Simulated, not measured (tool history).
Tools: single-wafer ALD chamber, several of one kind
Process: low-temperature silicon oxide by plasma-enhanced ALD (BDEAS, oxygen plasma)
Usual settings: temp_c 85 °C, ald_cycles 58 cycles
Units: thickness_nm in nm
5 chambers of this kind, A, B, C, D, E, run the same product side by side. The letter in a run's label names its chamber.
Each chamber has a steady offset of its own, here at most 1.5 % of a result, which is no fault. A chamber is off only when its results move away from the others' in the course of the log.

| run | day | temp_c | ald_cycles | hours since the last thermocouple change | read-back reference wafer on the same gauge, thickness_nm | thickness_nm |
|---|---|---|---|---|---|---|
| 1C | 0.367 | 85 | 58 | 113.9 | 8.719 | 8.77 |
| 2E | 0.667 | 85 | 58 | 343.4 | 8.718 | 8.6402 |
| 3D | 0.892 | 85 | 58 | 2255.6 | 8.7154 | 8.7184 |
| 4B | 1.121 | 85 | 58 | 826.5 | 8.7156 | 8.7172 |
| 5A | 1.342 | 85 | 58 | 1599.2 | 8.7136 | 8.7669 |
| 6D | 1.675 | 85 | 58 | 2274.4 | 8.7121 | 8.7152 |
| 7C | 2.021 | 85 | 58 | 153.6 | 8.7103 | 8.7589 |
| 8A | 2.267 | 85 | 58 | 1621.4 | 8.7086 | 8.7623 |
| 9B | 2.508 | 85 | 58 | 859.8 | 8.7086 | 8.6964 |
| 10E | 2.717 | 95 | 67 | 392.6 | 8.7088 | 9.6214 |
| 11C | 3.008 | 95 | 67 | 177.3 | 8.7051 | 9.762 |
| 12B | 3.217 | 95 | 67 | 876.8 | 8.7056 | 9.6897 |
| 13A | 3.429 | 95 | 67 | 1649.3 | 8.704 | 9.7754 |
| 14D | 3.704 | 95 | 67 | 2323.1 | 8.7035 | 9.6916 |
| 15E | 3.983 | 85 | 58 | 423 | 8.7004 | 8.6236 |
| 16D | 4.167 | 85 | 58 | 2334.2 | 8.6982 | 8.703 |
| 17E | 4.438 | 85 | 58 | 433.9 | 8.6996 | 8.6179 |
| 18C | 4.729 | 85 | 58 | 218.6 | 8.6965 | 8.7531 |
| 19A | 5.025 | 85 | 58 | 1687.6 | 8.6981 | 8.7457 |
| 20B | 5.271 | 85 | 58 | 926.1 | 8.6956 | 8.6866 |
| 21B | 5.521 | 85 | 58 | 932.1 | 8.6975 | 8.6898 |
| 22D | 5.7 | 85 | 58 | 2371 | 8.6932 | 8.7031 |
| 23E | 6.083 | 85 | 58 | 473.4 | 8.6908 | 8.6117 |
|  | 6.217 | chamber D: thermocouple changed; heater temperature recalibrated |
| 24A | 6.292 | 85 | 68 | 1718 | 8.6905 | 10.268 |
| 25C | 6.554 | 85 | 68 | 262.4 | 8.6909 | 10.248 |
| 26C | 6.85 | 85 | 68 | 269.5 | 8.6879 | 10.245 |
| 27E | 7.212 | 85 | 68 | 500.5 | 8.6898 | 10.104 |
| 28A | 7.567 | 85 | 68 | 1748.6 | 8.6832 | 10.253 |
| 29D | 7.825 | 89 | 58 | 38.7 | 8.6847 | 8.5742 |
| 30B | 8.075 | 89 | 58 | 993.4 | 8.6815 | 8.558 |

Is one chamber off against the others, does the gauge drift, or is nothing wrong? If a chamber is off, say which, and what the likeliest cause is.

The gauge drifts, so all chambers seem to drift together. No chamber is off.
Cause: gauge reads low (%) = 0.434.
